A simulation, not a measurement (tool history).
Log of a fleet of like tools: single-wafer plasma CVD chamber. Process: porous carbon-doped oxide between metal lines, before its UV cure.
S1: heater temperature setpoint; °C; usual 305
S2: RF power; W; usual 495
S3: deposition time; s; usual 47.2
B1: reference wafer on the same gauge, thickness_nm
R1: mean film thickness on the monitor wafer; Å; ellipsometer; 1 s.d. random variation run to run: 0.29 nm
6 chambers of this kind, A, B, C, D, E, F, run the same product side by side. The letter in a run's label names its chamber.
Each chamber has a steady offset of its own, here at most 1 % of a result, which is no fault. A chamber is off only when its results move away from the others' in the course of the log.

{"run": "1E", "hour": 9.0, "S1": 305, "S2": 495, "S3": 47.2, "B1": 255.96, "R1": 2444.2}
{"run": "2A", "hour": 17.6, "S1": 305, "S2": 495, "S3": 47.2, "B1": 255.95, "R1": 2429.7}
{"run": "3D", "hour": 27.1, "S1": 305, "S2": 495, "S3": 47.2, "B1": 255.89, "R1": 2444.2}
{"run": "4F", "hour": 38.0, "S1": 305, "S2": 495, "S3": 47.2, "B1": 255.9, "R1": 2453.3}
{"run": "5C", "hour": 49.3, "S1": 305, "S2": 570, "S3": 50.2, "B1": 255.82, "R1": 2865.5}
{"run": "6B", "hour": 56.1, "S1": 305, "S2": 570, "S3": 50.2, "B1": 255.79, "R1": 2855.2}
{"hour": 58.4, "done": "chamber F: RF generator calibrated"}
{"run": "7D", "hour": 63.8, "S1": 305, "S2": 570, "S3": 50.2, "B1": 255.85, "R1": 2848.3}
{"run": "8C", "hour": 77.6, "S1": 305, "S2": 570, "S3": 50.2, "B1": 255.79, "R1": 2862.8}
{"run": "9B", "hour": 88.8, "S1": 305, "S2": 570, "S3": 50.2, "B1": 255.74, "R1": 2862.1}
{"run": "10E", "hour": 99.2, "S1": 305, "S2": 570, "S3": 50.2, "B1": 255.77, "R1": 2850.0}
{"hour": 107.3, "done": "chamber C: RF generator calibrated"}
{"run": "11A", "hour": 112.8, "S1": 305, "S2": 580, "S3": 47.2, "B1": 255.7, "R1": 2702.7}
{"run": "12F", "hour": 126.0, "S1": 305, "S2": 580, "S3": 47.2, "B1": 255.61, "R1": 2725.7}
{"run": "13A", "hour": 136.3, "S1": 305, "S2": 580, "S3": 47.2, "B1": 255.58, "R1": 2691.8}
{"run": "14D", "hour": 142.8, "S1": 305, "S2": 580, "S3": 47.2, "B1": 255.54, "R1": 2714.7}
{"hour": 150.4, "done": "chamber E: thermocouple changed; heater temperature recalibrated"}
{"run": "15B", "hour": 151.6, "S1": 305, "S2": 580, "S3": 47.2, "B1": 255.51, "R1": 2719.2}
{"run": "16E", "hour": 158.5, "S1": 305, "S2": 580, "S3": 47.2, "B1": 255.46, "R1": 2716.8}
{"hour": 171.6, "done": "chamber C: thermocouple changed; heater temperature recalibrated"}
{"run": "17F", "hour": 172.4, "S1": 305, "S2": 495, "S3": 47.2, "B1": 255.44, "R1": 2451.0}
{"run": "18C", "hour": 185.7, "S1": 305, "S2": 495, "S3": 47.2, "B1": 255.45, "R1": 2451.5}
{"run": "19B", "hour": 194.3, "S1": 296, "S2": 580, "S3": 47.2, "B1": 255.44, "R1": 2860.6}
{"run": "20F", "hour": 200.9, "S1": 296, "S2": 580, "S3": 47.2, "B1": 255.37, "R1": 2862.7}
{"run": "21C", "hour": 212.6, "S1": 296, "S2": 580, "S3": 47.2, "B1": 255.47, "R1": 2863.7}
{"run": "22D", "hour": 219.1, "S1": 296, "S2": 580, "S3": 47.2, "B1": 255.29, "R1": 2851.6}
{"run": "23E", "hour": 226.5, "S1": 296, "S2": 580, "S3": 47.2, "B1": 255.34, "R1": 2851.1}
{"run": "24A", "hour": 235.3, "S1": 296, "S2": 580, "S3": 47.2, "B1": 255.31, "R1": 2833.6}
{"run": "25D", "hour": 246.6, "S1": 305, "S2": 495, "S3": 47.2, "B1": 255.19, "R1": 2433.1}
{"run": "26E", "hour": 254.5, "S1": 305, "S2": 495, "S3": 47.2, "B1": 255.33, "R1": 2439.9}
{"run": "27B", "hour": 262.0, "S1": 313, "S2": 440, "S3": 47.2, "B1": 255.24, "R1": 2163.9}
{"run": "28A", "hour": 273.3, "S1": 313, "S2": 440, "S3": 47.2, "B1": 255.2, "R1": 2135.9}
{"run": "29F", "hour": 280.7, "S1": 313, "S2": 440, "S3": 47.2, "B1": 255.13, "R1": 2157.8}
{"run": "30C", "hour": 288.4, "S1": 313, "S2": 440, "S3": 47.2, "B1": 255.1, "R1": 2153.5}
{"run": "31A", "hour": 294.9, "S1": 313, "S2": 440, "S3": 47.2, "B1": 255.13, "R1": 2141.5}
{"run": "32C", "hour": 307.2, "S1": 313, "S2": 440, "S3": 47.2, "B1": 254.98, "R1": 2153.7}
{"run": "33D", "hour": 321.3, "S1": 305, "S2": 495, "S3": 47.2, "B1": 255.09, "R1": 2436.9}
{"run": "34B", "hour": 331.4, "S1": 305, "S2": 495, "S3": 47.2, "B1": 254.99, "R1": 2452.1}
{"run": "35F", "hour": 340.9, "S1": 305, "S2": 495, "S3": 47.2, "B1": 254.94, "R1": 2443.3}
{"run": "36E", "hour": 347.5, "S1": 305, "S2": 495, "S3": 47.2, "B1": 254.95, "R1": 2435.6}
{"run": "37A", "hour": 360.1, "S1": 305, "S2": 495, "S3": 47.2, "B1": 254.85, "R1": 2425.1}
{"run": "38D", "hour": 368.8, "S1": 305, "S2": 495, "S3": 47.2, "B1": 254.96, "R1": 2434.8}
{"run": "39F", "hour": 375.3, "S1": 305, "S2": 495, "S3": 47.2, "B1": 254.85, "R1": 2442.5}
{"run": "40E", "hour": 386.5, "S1": 305, "S2": 495, "S3": 47.2, "B1": 254.86, "R1": 2436.1}
{"run": "41B", "hour": 399.5, "S1": 305, "S2": 495, "S3": 39.4, "B1": 254.83, "R1": 2055.7}

Next, every chamber runs the same settings. What will each give?
{"run": "42A", "hour": 409.7, "S1": 305, "S2": 495, "S3": 53.4, "R1": "?"}
{"run": "42B", "hour": 409.7, "S1": 305, "S2": 495, "S3": 53.4, "R1": "?"}
{"run": "42C", "hour": 409.7, "S1": 305, "S2": 495, "S3": 53.4, "R1": "?"}
{"run": "42D", "hour": 409.7, "S1": 305, "S2": 495, "S3": 53.4, "R1": "?"}
{"run": "42E", "hour": 409.7, "S1": 305, "S2": 495, "S3": 53.4, "R1": "?"}
{"run": "42F", "hour": 409.7, "S1": 305, "S2": 495, "S3": 53.4, "R1": "?"}

run=42A R1=2733.3
run=42B R1=2756.7
run=42C R1=2757.0
run=42D R1=2745.9
run=42E R1=2753.0
run=42F R1=2762.8

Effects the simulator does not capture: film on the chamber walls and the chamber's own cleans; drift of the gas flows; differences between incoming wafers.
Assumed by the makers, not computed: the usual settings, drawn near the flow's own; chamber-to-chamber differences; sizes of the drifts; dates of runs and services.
